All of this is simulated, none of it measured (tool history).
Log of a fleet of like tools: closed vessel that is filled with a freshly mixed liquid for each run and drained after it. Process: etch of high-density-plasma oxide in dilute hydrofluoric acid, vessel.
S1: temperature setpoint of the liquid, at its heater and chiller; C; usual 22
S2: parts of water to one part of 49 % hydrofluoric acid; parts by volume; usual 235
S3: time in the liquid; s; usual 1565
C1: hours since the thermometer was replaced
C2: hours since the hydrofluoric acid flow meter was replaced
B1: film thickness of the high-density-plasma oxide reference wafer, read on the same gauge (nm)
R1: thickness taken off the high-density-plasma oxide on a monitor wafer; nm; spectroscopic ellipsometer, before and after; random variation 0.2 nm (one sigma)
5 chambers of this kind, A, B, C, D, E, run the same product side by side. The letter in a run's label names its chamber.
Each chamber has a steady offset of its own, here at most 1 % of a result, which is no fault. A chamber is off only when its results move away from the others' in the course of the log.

run 1D hour=6.1 | S1=22 S2=235 S3=1565 | C1=583.3 C2=475.9 | B1=79.969 | R1=26.782
run 2B hour=10.3 | S1=22 S2=235 S3=1565 | C1=15.2 C2=1702.7 | B1=80.007 | R1=27.065
run 3A hour=16.9 | S1=22 S2=235 S3=1565 | C1=460.3 C2=1168 | B1=80.03 | R1=27.528
run 4E hour=21 | S1=22 S2=235 S3=1565 | C1=360.4 C2=291.2 | B1=80.021 | R1=27.159
run 5C hour=25.5 | S1=22 S2=235 S3=1565 | C1=492.2 C2=944.6 | B1=79.997 | R1=26.83
run 6E hour=30.8 | S1=22 S2=235 S3=1565 | C1=370.2 C2=301 | B1=79.987 | R1=26.704
run 7A hour=36.6 | S1=22 S2=235 S3=1565 | C1=480 C2=1187.7 | B1=79.991 | R1=26.994
run 8B hour=43.7 | S1=22 S2=235 S3=1565 | C1=48.6 C2=1736.1 | B1=79.972 | R1=27.422
-- hour=47.5 chamber A: hydrofluoric acid flow meter replaced
run 9C hour=47.6 | S1=22 S2=235 S3=1565 | C1=514.3 C2=966.7 | B1=80.002 | R1=27.114
run 10D hour=53.5 | S1=22 S2=235 S3=1565 | C1=630.7 C2=523.3 | B1=79.99 | R1=26.888
run 11B hour=60.9 | S1=22 S2=235 S3=1565 | C1=65.8 C2=1753.3 | B1=79.996 | R1=27.24
run 12E hour=64.8 | S1=22 S2=235 S3=1565 | C1=404.2 C2=335 | B1=80.004 | R1=26.878
run 13D hour=71 | S1=22 S2=235 S3=1565 | C1=648.2 C2=540.8 | B1=80.01 | R1=27.139
run 14C hour=74.7 | S1=22 S2=235 S3=1565 | C1=541.4 C2=993.8 | B1=80.013 | R1=26.619
run 15A hour=81.4 | S1=22 S2=235 S3=1565 | C1=524.8 C2=33.9 | B1=79.986 | R1=27.46
-- hour=87.6 chamber C: thermometer replaced
run 16E hour=89.3 | S1=22 S2=235 S3=1565 | C1=428.7 C2=359.5 | B1=80.003 | R1=26.468
run 17D hour=95.3 | S1=22 S2=235 S3=1565 | C1=672.5 C2=565.1 | B1=80.029 | R1=27.373
run 18C hour=102.1 | S1=22 S2=235 S3=1565 | C1=14.6 C2=1021.2 | B1=79.983 | R1=27.021
run 19B hour=109.9 | S1=22 S2=235 S3=1565 | C1=114.8 C2=1802.3 | B1=79.975 | R1=27.043
run 20A hour=116.1 | S1=22 S2=235 S3=1565 | C1=559.5 C2=68.6 | B1=79.967 | R1=26.966
run 21D hour=122.8 | S1=22 S2=235 S3=1565 | C1=700 C2=592.6 | B1=80.033 | R1=27.718
run 22B hour=126.8 | S1=22 S2=235 S3=1565 | C1=131.7 C2=1819.2 | B1=80 | R1=27.223
run 23E hour=131.7 | S1=22 S2=235 S3=1565 | C1=471.1 C2=401.9 | B1=79.997 | R1=26.849
run 24A hour=136 | S1=22 S2=235 S3=1565 | C1=579.4 C2=88.5 | B1=79.99 | R1=26.996
run 25C hour=141 | S1=22 S2=235 S3=1565 | C1=53.5 C2=1060.1 | B1=80.009 | R1=26.982
run 26A hour=146.6 | S1=22 S2=235 S3=1565 | C1=590 C2=99.1 | B1=79.991 | R1=27.167
run 27B hour=153 | S1=22 S2=235 S3=1565 | C1=157.9 C2=1845.4 | B1=79.98 | R1=27.054
run 28D hour=159.6 | S1=22 S2=295 S3=1565 | C1=736.8 C2=629.4 | B1=80.014 | R1=20.973
run 29E hour=165.5 | S1=22 S2=295 S3=1565 | C1=504.9 C2=435.7 | B1=79.997 | R1=19.867
run 30C hour=169.8 | S1=22 S2=295 S3=1565 | C1=82.3 C2=1088.9 | B1=79.97 | R1=20.413
run 31C hour=174.7 | S1=22 S2=295 S3=1565 | C1=87.2 C2=1093.8 | B1=79.99 | R1=20.452
run 32D hour=180.9 | S1=22 S2=295 S3=1565 | C1=758.1 C2=650.7 | B1=79.998 | R1=21.256
run 33A hour=187.3 | S1=22 S2=235 S3=1565 | C1=630.7 C2=139.8 | B1=80.028 | R1=27.251
run 34B hour=195.2 | S1=22 S2=235 S3=1565 | C1=200.1 C2=1887.6 | B1=79.997 | R1=27.074
run 35E hour=201.9 | S1=22 S2=175 S3=1565 | C1=541.3 C2=472.1 | B1=80.001 | R1=38.221
run 36B hour=205.5 | S1=22 S2=175 S3=1565 | C1=210.4 C2=1897.9 | B1=79.953 | R1=39.339
run 37E hour=211.5 | S1=22 S2=175 S3=1565 | C1=550.9 C2=481.7 | B1=79.971 | R1=38.639
run 38C hour=218.9 | S1=22 S2=175 S3=1565 | C1=131.4 C2=1138 | B1=80.036 | R1=38.374
run 39A hour=226.1 | S1=22 S2=175 S3=1565 | C1=669.5 C2=178.6 | B1=79.994 | R1=38.863
run 40D hour=230.3 | S1=20 S2=235 S3=2145 | C1=807.5 C2=700.1 | B1=79.997 | R1=36.087
run 41C hour=236.1 | S1=20 S2=235 S3=2145 | C1=148.6 C2=1155.2 | B1=80.032 | R1=34.21
run 42D hour=241.1 | S1=20 S2=235 S3=2145 | C1=818.3 C2=710.9 | B1=79.979 | R1=36.303
run 43E hour=247.8 | S1=20 S2=235 S3=2145 | C1=587.2 C2=518 | B1=79.988 | R1=33.758

Is one chamber off against the others, does the gauge drift, or is nothing wrong? If a chamber is off, say which, and what the likeliest cause is.

Chamber D drifts away from the others.
Cause: hydrofluoric acid flow above the setpoint (%) = 5.8.
The log may not tell that from: liquid hotter than its thermometer reads (K).

Here are 4 candidates for chamber D's next run, each the usual settings with a change, their results left as question marks. Which one brings its results back in line with what the others give on the usual settings?
In line means no further than this from the other chambers' mean on the usual settings: R1 0.69 nm
run 44D-1 hour=253.7 | S1=22 S2=240 S3=1510 | R1=?
run 44D-2 hour=253.7 | S1=22.5 S2=215 S3=1565 | R1=?
run 44D-3 hour=253.7 | S1=22 S2=235 S3=1665 | R1=?
run 44D-4 hour=253.7 | S1=21.5 S2=235 S3=1410 | R1=?

The other chambers' mean on the usual settings: R1 27.073 nm
run=44D-1 R1=27.321
run=44D-2 R1=32.946
run=44D-3 R1=30.903
run=44D-4 R1=25.676
44D-1 brings the chamber back in line.
